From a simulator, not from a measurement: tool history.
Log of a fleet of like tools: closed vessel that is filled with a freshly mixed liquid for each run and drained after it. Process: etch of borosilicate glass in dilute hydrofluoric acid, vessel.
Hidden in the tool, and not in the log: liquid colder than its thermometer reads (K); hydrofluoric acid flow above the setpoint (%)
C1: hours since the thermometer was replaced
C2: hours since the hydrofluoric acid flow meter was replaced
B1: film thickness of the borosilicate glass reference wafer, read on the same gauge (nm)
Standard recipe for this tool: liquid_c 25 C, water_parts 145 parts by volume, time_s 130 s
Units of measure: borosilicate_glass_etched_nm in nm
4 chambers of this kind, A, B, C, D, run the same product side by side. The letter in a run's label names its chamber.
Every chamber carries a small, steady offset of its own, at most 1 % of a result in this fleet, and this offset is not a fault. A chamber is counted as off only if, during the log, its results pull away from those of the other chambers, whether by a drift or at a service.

run 1A day=0.321 | liquid_c=25 water_parts=145 time_s=130 | C1=849.9 C2=838.1 | B1=130 | borosilicate_glass_etched_nm=19.241
run 2B day=0.517 | liquid_c=25 water_parts=145 time_s=130 | C1=180.7 C2=2327.4 | B1=129.99 | borosilicate_glass_etched_nm=19.195
run 3C day=0.817 | liquid_c=25 water_parts=145 time_s=130 | C1=65.3 C2=239 | B1=130 | borosilicate_glass_etched_nm=19.249
run 4D day=0.975 | liquid_c=25 water_parts=145 time_s=130 | C1=439.3 C2=177.5 | B1=129.99 | borosilicate_glass_etched_nm=19.165
run 5C day=1.262 | liquid_c=25 water_parts=145 time_s=130 | C1=76 C2=249.7 | B1=129.98 | borosilicate_glass_etched_nm=19.211
run 6B day=1.571 | liquid_c=25 water_parts=145 time_s=130 | C1=206 C2=2352.7 | B1=129.98 | borosilicate_glass_etched_nm=19.432
run 7D day=1.788 | liquid_c=25 water_parts=145 time_s=130 | C1=458.8 C2=197 | B1=129.99 | borosilicate_glass_etched_nm=18.807
run 8A day=2 | liquid_c=25 water_parts=145 time_s=130 | C1=890.2 C2=878.4 | B1=130.01 | borosilicate_glass_etched_nm=19.157
run 9D day=2.258 | liquid_c=25 water_parts=145 time_s=130 | C1=470.1 C2=208.3 | B1=130.03 | borosilicate_glass_etched_nm=19.099
run 10A day=2.467 | liquid_c=25 water_parts=145 time_s=185 | C1=901.4 C2=889.6 | B1=130.04 | borosilicate_glass_etched_nm=27.623
run 11B day=2.733 | liquid_c=25 water_parts=145 time_s=185 | C1=233.9 C2=2380.6 | B1=130 | borosilicate_glass_etched_nm=27.163
run 12C day=2.996 | liquid_c=25 water_parts=145 time_s=185 | C1=117.6 C2=291.3 | B1=130.02 | borosilicate_glass_etched_nm=27.335
run 13D day=3.354 | liquid_c=25 water_parts=145 time_s=185 | C1=496.4 C2=234.6 | B1=130.01 | borosilicate_glass_etched_nm=27.172
run 14B day=3.583 | liquid_c=25 water_parts=145 time_s=130 | C1=254.3 C2=2401 | B1=130 | borosilicate_glass_etched_nm=19.297
run 15A day=3.938 | liquid_c=25 water_parts=145 time_s=130 | C1=936.7 C2=924.9 | B1=129.97 | borosilicate_glass_etched_nm=19.441
run 16C day=4.242 | liquid_c=25 water_parts=145 time_s=100 | C1=147.5 C2=321.2 | B1=130 | borosilicate_glass_etched_nm=14.576
run 17B day=4.488 | liquid_c=25 water_parts=145 time_s=100 | C1=276 C2=2422.7 | B1=130.01 | borosilicate_glass_etched_nm=14.972
run 18C day=4.833 | liquid_c=25 water_parts=145 time_s=100 | C1=161.7 C2=335.4 | B1=130 | borosilicate_glass_etched_nm=14.753
-- day=5.029 chamber B: hydrofluoric acid flow meter replaced
run 19D day=5.096 | liquid_c=25 water_parts=145 time_s=100 | C1=538.2 C2=276.4 | B1=129.97 | borosilicate_glass_etched_nm=14.557
run 20A day=5.338 | liquid_c=25 water_parts=145 time_s=130 | C1=970.3 C2=958.5 | B1=129.99 | borosilicate_glass_etched_nm=19.548
run 21A day=5.583 | liquid_c=25 water_parts=145 time_s=130 | C1=976.2 C2=964.4 | B1=130.01 | borosilicate_glass_etched_nm=19.622
run 22D day=5.779 | liquid_c=25 water_parts=145 time_s=130 | C1=554.6 C2=292.8 | B1=129.97 | borosilicate_glass_etched_nm=19.279
run 23C day=5.958 | liquid_c=25 water_parts=145 time_s=130 | C1=188.7 C2=362.4 | B1=129.96 | borosilicate_glass_etched_nm=19.153
run 24B day=6.233 | liquid_c=25 water_parts=145 time_s=130 | C1=317.9 C2=29 | B1=130 | borosilicate_glass_etched_nm=19.327
run 25A day=6.45 | liquid_c=25 water_parts=145 time_s=130 | C1=997 C2=985.2 | B1=130 | borosilicate_glass_etched_nm=19.538
run 26D day=6.646 | liquid_c=25 water_parts=145 time_s=130 | C1=575.4 C2=313.6 | B1=130 | borosilicate_glass_etched_nm=18.995
run 27C day=6.812 | liquid_c=25 water_parts=145 time_s=130 | C1=209.2 C2=382.9 | B1=130 | borosilicate_glass_etched_nm=19.054
run 28B day=7.171 | liquid_c=25 water_parts=145 time_s=130 | C1=340.4 C2=51.5 | B1=130 | borosilicate_glass_etched_nm=19.373

Does one chamber stand apart from the rest, does the shared gauge drift, or is all well apart from small per-chamber offsets? Give the chamber and the most likely cause, where there is one.

All chambers stay in line apart from their small fixed offsets, and the gauge does not drift.
